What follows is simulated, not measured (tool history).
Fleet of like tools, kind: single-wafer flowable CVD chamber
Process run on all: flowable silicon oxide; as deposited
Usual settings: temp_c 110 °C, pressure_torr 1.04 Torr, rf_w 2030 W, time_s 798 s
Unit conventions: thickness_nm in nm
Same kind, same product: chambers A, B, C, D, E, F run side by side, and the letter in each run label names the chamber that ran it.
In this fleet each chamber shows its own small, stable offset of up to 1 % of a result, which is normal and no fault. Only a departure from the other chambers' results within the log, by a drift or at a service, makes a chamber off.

| run | day | temp_c | pressure_torr | rf_w | time_s | hours since the last thermocouple change | hours since the last RF generator calibration | hours since the last manometer calibration | read-back reference wafer on the same gauge, thickness_nm | thickness_nm |
|---|---|---|---|---|---|---|---|---|---|---|
| 1E | 0.146 | 110 | 1.04 | 2030 | 798 | 527.7 | 1259.7 | 292.8 | 569.73 | 480.86 |
| 2A | 0.429 | 110 | 1.04 | 2030 | 798 | 394 | 45.5 | 1232.8 | 568.84 | 484.22 |
| 3B | 0.596 | 110 | 1.04 | 2030 | 798 | 713.9 | 1172 | 2890.2 | 568.94 | 482.35 |
| 4D | 0.8 | 110 | 1.04 | 2030 | 798 | 252.5 | 1261.8 | 848 | 570.09 | 485.89 |
| 5C | 0.992 | 110 | 1.04 | 2030 | 798 | 2313.3 | 772.8 | 1231.5 | 568.52 | 478.95 |
| 6F | 1.283 | 110 | 1.04 | 2030 | 798 | 1217.1 | 567.6 | 282.2 | 568.43 | 487.38 |
|  | 1.479 | chamber C: thermocouple changed; heater temperature recalibrated |
|  | 1.588 | chamber B: capacitance manometer re-zeroed and calibrated |
| 7F | 1.617 | 110 | 1.04 | 2030 | 798 | 1225.1 | 575.6 | 290.2 | 568.88 | 484.76 |
| 8E | 1.888 | 110 | 1.04 | 2030 | 798 | 569.5 | 1301.5 | 334.6 | 568.69 | 482.06 |
| 9C | 2.154 | 110 | 1.04 | 2030 | 798 | 16.2 | 800.7 | 1259.4 | 569.38 | 476.98 |
| 10D | 2.408 | 110 | 1.04 | 2030 | 798 | 291.1 | 1300.4 | 886.6 | 569.11 | 480.68 |
| 11A | 2.667 | 110 | 1.04 | 2030 | 798 | 447.7 | 99.2 | 1286.5 | 568.83 | 480.94 |
| 12B | 2.95 | 110 | 1.04 | 2030 | 798 | 770.4 | 1228.5 | 32.8 | 569.91 | 488.83 |
| 13B | 3.158 | 110 | 1.04 | 2030 | 798 | 775.4 | 1233.5 | 37.8 | 569.03 | 482.95 |
| 14C | 3.321 | 110 | 1.04 | 2030 | 798 | 44.2 | 828.7 | 1287.4 | 569.34 | 479.24 |
| 15F | 3.588 | 110 | 1.04 | 2030 | 798 | 1272.4 | 622.9 | 337.5 | 568.71 | 490.82 |
| 16A | 3.921 | 110 | 1.04 | 2030 | 798 | 477.8 | 129.3 | 1316.6 | 569.24 | 486.3 |
| 17E | 4.079 | 110 | 1.04 | 2030 | 798 | 622.1 | 1354.1 | 387.2 | 568.33 | 478.2 |
| 18D | 4.342 | 110 | 1.04 | 2030 | 798 | 337.5 | 1346.8 | 933 | 568.28 | 483.35 |
| 19E | 4.562 | 110 | 1.04 | 2030 | 798 | 633.7 | 1365.7 | 398.8 | 568.68 | 480.66 |
| 20F | 4.729 | 110 | 1.04 | 2030 | 798 | 1299.8 | 650.3 | 364.9 | 569.06 | 483.53 |
| 21D | 5.038 | 110 | 1.04 | 2030 | 798 | 354.2 | 1363.5 | 949.7 | 569.06 | 492.57 |
| 22A | 5.325 | 110 | 1.04 | 2225 | 798 | 511.5 | 163 | 1350.3 | 568.57 | 488.31 |
| 23B | 5.496 | 110 | 1.04 | 2225 | 798 | 831.5 | 1289.6 | 93.9 | 569.63 | 495.31 |
| 24C | 5.725 | 110 | 1.04 | 2225 | 798 | 101.9 | 886.4 | 1345.1 | 568.91 | 487.11 |
| 25A | 5.896 | 110 | 1.04 | 2225 | 798 | 525.2 | 176.7 | 1364 | 569.25 | 491.47 |
| 26E | 6.104 | 110 | 1.04 | 2225 | 798 | 670.7 | 1402.7 | 435.8 | 568.76 | 483.93 |
| 27D | 6.304 | 110 | 1.04 | 2225 | 798 | 384.6 | 1393.9 | 980.1 | 568.58 | 491.89 |
| 28F | 6.554 | 99 | 1.04 | 1690 | 798 | 1343.6 | 694.1 | 408.7 | 568.81 | 679.23 |
| 29B | 6.888 | 99 | 1.04 | 1690 | 798 | 864.9 | 1323 | 127.3 | 569.02 | 657.61 |
| 30C | 7.104 | 99 | 1.04 | 1690 | 798 | 135 | 919.5 | 1378.2 | 569.07 | 654.94 |
| 31C | 7.429 | 99 | 1.04 | 1690 | 798 | 142.8 | 927.3 | 1386 | 568.92 | 658.17 |
| 32E | 7.604 | 99 | 1.04 | 1690 | 798 | 706.7 | 1438.7 | 471.8 | 569.21 | 663.42 |
| 33B | 7.904 | 99 | 1.04 | 1690 | 798 | 889.3 | 1347.4 | 151.7 | 568.99 | 663.23 |
| 34A | 8.2 | 110 | 1.04 | 2030 | 798 | 580.5 | 232 | 1419.3 | 569.67 | 481.9 |
| 35F | 8.375 | 110 | 1.04 | 2030 | 798 | 1387.3 | 737.8 | 452.4 | 569.18 | 485.83 |
| 36D | 8.583 | 110 | 1.04 | 2030 | 798 | 439.3 | 1448.6 | 1034.8 | 568.93 | 484.06 |
| 37A | 8.758 | 110 | 1.04 | 2030 | 798 | 593.9 | 245.4 | 1432.7 | 569.26 | 484.03 |
| 38B | 9.092 | 110 | 1.04 | 2030 | 798 | 917.8 | 1375.9 | 180.2 | 569.19 | 481.27 |
| 39F | 9.288 | 110 | 1.04 | 2030 | 798 | 1409.2 | 759.7 | 474.3 | 568.65 | 490.97 |

Does one chamber stand apart from the rest, does the shared gauge drift, or is all well apart from small per-chamber offsets? Give the chamber and the most likely cause, where there is one.

Neither any chamber nor the gauge drifts; the chambers differ only by their own small, steady offsets.
